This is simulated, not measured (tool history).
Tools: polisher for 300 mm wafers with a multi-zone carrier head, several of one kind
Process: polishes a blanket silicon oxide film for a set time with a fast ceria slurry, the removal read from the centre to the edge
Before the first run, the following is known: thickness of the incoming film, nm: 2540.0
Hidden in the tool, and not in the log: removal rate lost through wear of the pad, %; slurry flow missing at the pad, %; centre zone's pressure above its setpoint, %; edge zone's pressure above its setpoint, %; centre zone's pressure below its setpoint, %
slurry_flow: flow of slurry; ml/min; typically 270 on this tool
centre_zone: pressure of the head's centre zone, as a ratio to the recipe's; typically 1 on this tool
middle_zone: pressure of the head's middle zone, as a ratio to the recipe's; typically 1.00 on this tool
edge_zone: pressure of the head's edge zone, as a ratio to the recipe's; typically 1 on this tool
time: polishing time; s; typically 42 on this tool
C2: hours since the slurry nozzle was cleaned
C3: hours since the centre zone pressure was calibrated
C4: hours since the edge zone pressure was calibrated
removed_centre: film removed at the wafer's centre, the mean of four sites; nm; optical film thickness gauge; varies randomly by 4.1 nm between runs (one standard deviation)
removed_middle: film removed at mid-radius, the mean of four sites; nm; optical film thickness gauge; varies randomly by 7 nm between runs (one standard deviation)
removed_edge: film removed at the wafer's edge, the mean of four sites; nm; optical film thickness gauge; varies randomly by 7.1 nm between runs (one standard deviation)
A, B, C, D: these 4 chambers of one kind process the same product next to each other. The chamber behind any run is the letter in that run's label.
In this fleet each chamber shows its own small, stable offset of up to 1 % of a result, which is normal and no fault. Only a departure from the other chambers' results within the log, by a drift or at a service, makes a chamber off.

Run 1B, hour 5.6: usual settings; wafers polished on this pad 535; C2 66.2; C3 247.8; C4 744.7. Result: removed_centre 571.34 nm, removed_middle 567.24 nm, removed_edge 552.65 nm.
At hour 10.0: chamber A: worn pad replaced by a new one.
Run 2C, hour 10.8: usual settings; wafers polished on this pad 920; C2 11.6; C3 621.4; C4 386.0. Result: removed_centre 559.40 nm, removed_middle 558.82 nm, removed_edge 557.56 nm.
Run 3A, hour 17.3: usual settings; wafers polished on this pad 88; C2 273.5; C3 536.6; C4 165.0. Result: removed_centre 554.25 nm, removed_middle 568.79 nm, removed_edge 570.74 nm.
Run 4D, hour 22.7: usual settings; wafers polished on this pad 486; C2 208.2; C3 275.8; C4 144.6. Result: removed_centre 559.40 nm, removed_middle 557.02 nm, removed_edge 563.25 nm.
Run 5B, hour 30.6: usual settings; wafers polished on this pad 835; C2 91.2; C3 272.8; C4 769.7. Result: removed_centre 564.85 nm, removed_middle 568.04 nm, removed_edge 564.97 nm.
At hour 38.5: chamber C: worn pad replaced by a new one.
Run 6D, hour 38.7: usual settings; wafers polished on this pad 679; C2 224.2; C3 291.8; C4 160.6. Result: removed_centre 562.37 nm, removed_middle 564.13 nm, removed_edge 568.87 nm.
Run 7A, hour 44.1: usual settings; wafers polished on this pad 410; C2 300.3; C3 563.4; C4 191.8. Result: removed_centre 558.28 nm, removed_middle 559.71 nm, removed_edge 579.25 nm.
Run 8C, hour 49.8: usual settings; wafers polished on this pad 136; C2 50.6; C3 660.4; C4 425.0. Result: removed_centre 565.57 nm, removed_middle 552.73 nm, removed_edge 556.10 nm.
Run 9A, hour 57.0: usual settings; wafers polished on this pad 565; C2 313.2; C3 576.3; C4 204.7. Result: removed_centre 561.24 nm, removed_middle 562.16 nm, removed_edge 575.34 nm.
Run 10C, hour 64.4: usual settings; wafers polished on this pad 312; C2 65.2; C3 675.0; C4 439.6. Result: removed_centre 561.81 nm, removed_middle 579.96 nm, removed_edge 569.30 nm.
At hour 67.9: chamber A: worn pad replaced by a new one.
At hour 68.0: chamber B: worn pad replaced by a new one.
Run 11D, hour 68.4: usual settings; wafers polished on this pad 1035; C2 253.9; C3 321.5; C4 190.3. Result: removed_centre 563.32 nm, removed_middle 575.33 nm, removed_edge 576.99 nm.
At hour 70.1: chamber C: centre zone pressure recalibrated.
Run 12B, hour 76.6: usual settings but middle_zone 0.88; wafers polished on this pad 103; C2 137.2; C3 318.8; C4 815.7. Result: removed_centre 560.75 nm, removed_middle 517.22 nm, removed_edge 562.83 nm.
Run 13A, hour 81.7: usual settings but middle_zone 0.88; wafers polished on this pad 166; C2 337.9; C3 601.0; C4 229.4. Result: removed_centre 549.90 nm, removed_middle 507.40 nm, removed_edge 574.27 nm.
Run 14B, hour 86.2: usual settings but middle_zone 0.88; wafers polished on this pad 219; C2 146.8; C3 328.4; C4 825.3. Result: removed_centre 560.69 nm, removed_middle 515.12 nm, removed_edge 566.27 nm.
At hour 87.0: chamber B: centre zone pressure recalibrated.
Run 15D, hour 93.0: usual settings but middle_zone 0.88; wafers polished on this pad 1331; C2 278.5; C3 346.1; C4 214.9. Result: removed_centre 560.14 nm, removed_middle 506.20 nm, removed_edge 576.09 nm.
Run 16C, hour 98.4: usual settings; wafers polished on this pad 720; C2 99.2; C3 28.3; C4 473.6. Result: removed_centre 569.07 nm, removed_middle 558.49 nm, removed_edge 571.73 nm.
At hour 103.3: chamber D: worn pad replaced by a new one.
Run 17C, hour 106.3: usual settings; wafers polished on this pad 815; C2 107.1; C3 36.2; C4 481.5. Result: removed_centre 571.08 nm, removed_middle 559.12 nm, removed_edge 556.33 nm.
Run 18A, hour 112.1: usual settings; wafers polished on this pad 531; C2 368.3; C3 631.4; C4 259.8. Result: removed_centre 566.42 nm, removed_middle 562.77 nm, removed_edge 552.38 nm.
Run 19D, hour 118.6: usual settings; wafers polished on this pad 184; C2 304.1; C3 371.7; C4 240.5. Result: removed_centre 566.22 nm, removed_middle 557.53 nm, removed_edge 564.20 nm.
At hour 121.4: chamber A: worn pad replaced by a new one.
Run 20B, hour 124.4: usual settings; wafers polished on this pad 678; C2 185.0; C3 37.4; C4 863.5. Result: removed_centre 524.05 nm, removed_middle 563.10 nm, removed_edge 561.87 nm.
Run 21D, hour 131.5: usual settings; wafers polished on this pad 339; C2 317.0; C3 384.6; C4 253.4. Result: removed_centre 566.33 nm, removed_middle 558.40 nm, removed_edge 578.80 nm.
Run 22C, hour 138.3: usual settings but slurry_flow 355 ml/min, middle_zone 1.05; wafers polished on this pad 1199; C2 139.1; C3 68.2; C4 513.5. Result: removed_centre 584.10 nm, removed_middle 610.12 nm, removed_edge 571.63 nm.
Run 23B, hour 142.5: usual settings but slurry_flow 355 ml/min, middle_zone 1.05; wafers polished on this pad 895; C2 203.1; C3 55.5; C4 881.6. Result: removed_centre 542.42 nm, removed_middle 595.67 nm, removed_edge 567.76 nm.
At hour 144.9: chamber B: slurry nozzle cleaned.
Run 24A, hour 146.2: usual settings but slurry_flow 355 ml/min, middle_zone 1.05; wafers polished on this pad 297; C2 402.4; C3 665.5; C4 293.9. Result: removed_centre 576.51 nm, removed_middle 603.14 nm, removed_edge 557.92 nm.
At hour 150.7: chamber C: worn pad replaced by a new one.
Run 25B, hour 151.8: usual settings but slurry_flow 355 ml/min, middle_zone 1.05; wafers polished on this pad 1007; C2 7.0; C3 64.8; C4 890.9. Result: removed_centre 538.81 nm, removed_middle 614.83 nm, removed_edge 580.86 nm.
Run 26A, hour 159.7: usual settings; wafers polished on this pad 460; C2 415.9; C3 679.0; C4 307.4. Result: removed_centre 561.62 nm, removed_middle 568.43 nm, removed_edge 559.89 nm.
Run 27C, hour 166.6: usual settings; wafers polished on this pad 191; C2 167.4; C3 96.5; C4 541.8. Result: removed_centre 562.04 nm, removed_middle 564.71 nm, removed_edge 569.34 nm.
Run 28D, hour 174.0: usual settings; wafers polished on this pad 849; C2 359.5; C3 427.1; C4 295.9. Result: removed_centre 565.68 nm, removed_middle 563.64 nm, removed_edge 565.52 nm.
At hour 174.1: chamber B: worn pad replaced by a new one.
Run 29B, hour 178.8: usual settings but middle_zone 0.89, time 28 s; wafers polished on this pad 57; C2 34.0; C3 91.8; C4 917.9. Result: removed_centre 350.69 nm, removed_middle 334.24 nm, removed_edge 374.37 nm.
Run 30D, hour 185.1: usual settings but middle_zone 0.89, time 28 s; wafers polished on this pad 982; C2 370.6; C3 438.2; C4 307.0. Result: removed_centre 375.81 nm, removed_middle 333.21 nm, removed_edge 383.90 nm.
At hour 185.9: chamber A: worn pad replaced by a new one.
Run 31A, hour 192.1: usual settings but middle_zone 0.89, time 28 s; wafers polished on this pad 74; C2 448.3; C3 711.4; C4 339.8. Result: removed_centre 373.23 nm, removed_middle 340.96 nm, removed_edge 375.43 nm.

All 4 chambers run these settings next. Forecast each chamber's results:
Run 32A, hour 198.1: usual settings. Result: removed_centre ?, removed_middle ?, removed_edge ?.
Run 32B, hour 198.1: usual settings. Result: removed_centre ?, removed_middle ?, removed_edge ?.
Run 32C, hour 198.1: usual settings. Result: removed_centre ?, removed_middle ?, removed_edge ?.
Run 32D, hour 198.1: usual settings. Result: removed_centre ?, removed_middle ?, removed_edge ?.

run  removed_centre  removed_middle  removed_edge
32A          565.93          563.27        562.02
32B          528.92          560.31        563.99
32C          566.63          558.34        570.18
32D          563.91          573.41        569.76
